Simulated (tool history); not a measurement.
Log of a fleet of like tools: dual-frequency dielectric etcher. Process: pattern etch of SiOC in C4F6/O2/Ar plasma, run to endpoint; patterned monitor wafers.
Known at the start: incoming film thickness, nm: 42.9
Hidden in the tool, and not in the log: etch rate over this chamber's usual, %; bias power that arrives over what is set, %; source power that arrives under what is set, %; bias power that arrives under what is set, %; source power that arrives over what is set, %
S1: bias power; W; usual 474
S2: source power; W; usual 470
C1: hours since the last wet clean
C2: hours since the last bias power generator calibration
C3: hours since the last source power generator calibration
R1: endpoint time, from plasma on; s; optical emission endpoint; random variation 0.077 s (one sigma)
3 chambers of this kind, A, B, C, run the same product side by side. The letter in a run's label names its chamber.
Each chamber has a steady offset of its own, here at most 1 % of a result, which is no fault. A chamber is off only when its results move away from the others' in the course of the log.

Run 1A, hour 4.8: usual settings; C1 465.2; C2 2390.2; C3 1211.4. Result: R1 13.943 s.
Run 2B, hour 10.4: usual settings; C1 27.3; C2 3476.4; C3 4250.6. Result: R1 13.938 s.
Run 3C, hour 13.7: usual settings; C1 315.5; C2 1884.8; C3 1356.6. Result: R1 13.769 s.
Run 4B, hour 16.8: usual settings; C1 33.7; C2 3482.8; C3 4257.0. Result: R1 13.967 s.
At hour 17.2: chamber A: wet clean of the chamber.
Run 5A, hour 20.3: usual settings; C1 3.1; C2 2405.7; C3 1226.9. Result: R1 13.888 s.
Run 6C, hour 23.5: usual settings; C1 325.3; C2 1894.6; C3 1366.4. Result: R1 13.849 s.
Run 7C, hour 28.1: usual settings; C1 329.9; C2 1899.2; C3 1371.0. Result: R1 13.848 s.
Run 8B, hour 34.2: usual settings; C1 51.1; C2 3500.2; C3 4274.4. Result: R1 13.946 s.
Run 9A, hour 38.7: usual settings; C1 21.5; C2 2424.1; C3 1245.3. Result: R1 13.997 s.
Run 10C, hour 43.9: usual settings; C1 345.7; C2 1915.0; C3 1386.8. Result: R1 13.757 s.
Run 11A, hour 51.0: usual settings; C1 33.8; C2 2436.4; C3 1257.6. Result: R1 13.948 s.
Run 12B, hour 57.4: usual settings; C1 74.3; C2 3523.4; C3 4297.6. Result: R1 14.009 s.
Run 13A, hour 60.5: usual settings; C1 43.3; C2 2445.9; C3 1267.1. Result: R1 13.947 s.
At hour 60.7: chamber B: bias power generator calibrated.
Run 14C, hour 64.5: usual settings; C1 366.3; C2 1935.6; C3 1407.4. Result: R1 13.746 s.
Run 15B, hour 71.0: usual settings; C1 87.9; C2 10.3; C3 4311.2. Result: R1 13.946 s.
Run 16A, hour 74.6: usual settings; C1 57.4; C2 2460.0; C3 1281.2. Result: R1 13.900 s.
Run 17C, hour 80.2: usual settings; C1 382.0; C2 1951.3; C3 1423.1. Result: R1 13.769 s.
Run 18B, hour 85.6: usual settings but S1 434 W; C1 102.5; C2 24.9; C3 4325.8. Result: R1 14.409 s.
At hour 86.6: chamber B: source power generator calibrated.
Run 19A, hour 90.6: usual settings but S1 434 W; C1 73.4; C2 2476.0; C3 1297.2. Result: R1 14.255 s.
Run 20C, hour 95.9: usual settings but S1 434 W; C1 397.7; C2 1967.0; C3 1438.8. Result: R1 14.396 s.
Run 21B, hour 102.4: usual settings; C1 119.3; C2 41.7; C3 15.8. Result: R1 14.041 s.
Run 22C, hour 107.0: usual settings but S1 532 W, S2 380 W; C1 408.8; C2 1978.1; C3 1449.9. Result: R1 14.345 s.
Run 23A, hour 111.0: usual settings but S1 532 W, S2 380 W; C1 93.8; C2 2496.4; C3 1317.6. Result: R1 14.558 s.
Run 24B, hour 115.6: usual settings but S1 532 W, S2 380 W; C1 132.5; C2 54.9; C3 29.0. Result: R1 14.423 s.
Run 25A, hour 120.7: usual settings; C1 103.5; C2 2506.1; C3 1327.3. Result: R1 13.970 s.
Run 26C, hour 127.0: usual settings but S1 567 W, S2 530 W; C1 428.8; C2 1998.1; C3 1469.9. Result: R1 12.377 s.
Run 27B, hour 134.1: usual settings but S1 567 W, S2 530 W; C1 151.0; C2 73.4; C3 47.5. Result: R1 12.379 s.
Run 28B, hour 138.5: usual settings but S1 567 W, S2 530 W; C1 155.4; C2 77.8; C3 51.9. Result: R1 12.540 s.
Run 29A, hour 143.0: usual settings; C1 125.8; C2 2528.4; C3 1349.6. Result: R1 13.920 s.
Run 30C, hour 148.2: usual settings; C1 450.0; C2 2019.3; C3 1491.1. Result: R1 13.714 s.
Run 31A, hour 154.8: usual settings; C1 137.6; C2 2540.2; C3 1361.4. Result: R1 13.903 s.
Run 32B, hour 159.4: usual settings; C1 176.3; C2 98.7; C3 72.8. Result: R1 13.976 s.
Run 33C, hour 163.6: usual settings; C1 465.4; C2 2034.7; C3 1506.5. Result: R1 13.819 s.
Run 34A, hour 168.4: usual settings but S1 368 W, S2 410 W; C1 151.2; C2 2553.8; C3 1375.0. Result: R1 16.046 s.
Run 35B, hour 172.6: usual settings but S1 368 W, S2 410 W; C1 189.5; C2 111.9; C3 86.0. Result: R1 16.110 s.
Run 36C, hour 178.8: usual settings but S1 368 W, S2 410 W; C1 480.6; C2 2049.9; C3 1521.7. Result: R1 15.908 s.
Run 37A, hour 185.7: usual settings; C1 168.5; C2 2571.1; C3 1392.3. Result: R1 13.989 s.
Run 38B, hour 190.3: usual settings; C1 207.2; C2 129.6; C3 103.7. Result: R1 13.897 s.
Run 39C, hour 194.8: usual settings; C1 496.6; C2 2065.9; C3 1537.7. Result: R1 14.049 s.

Is one chamber off against the others, does the gauge drift, or is nothing wrong? If a chamber is off, say which, and what the likeliest cause is.

No chamber stands off beyond its own small offset, and the gauge holds steady.
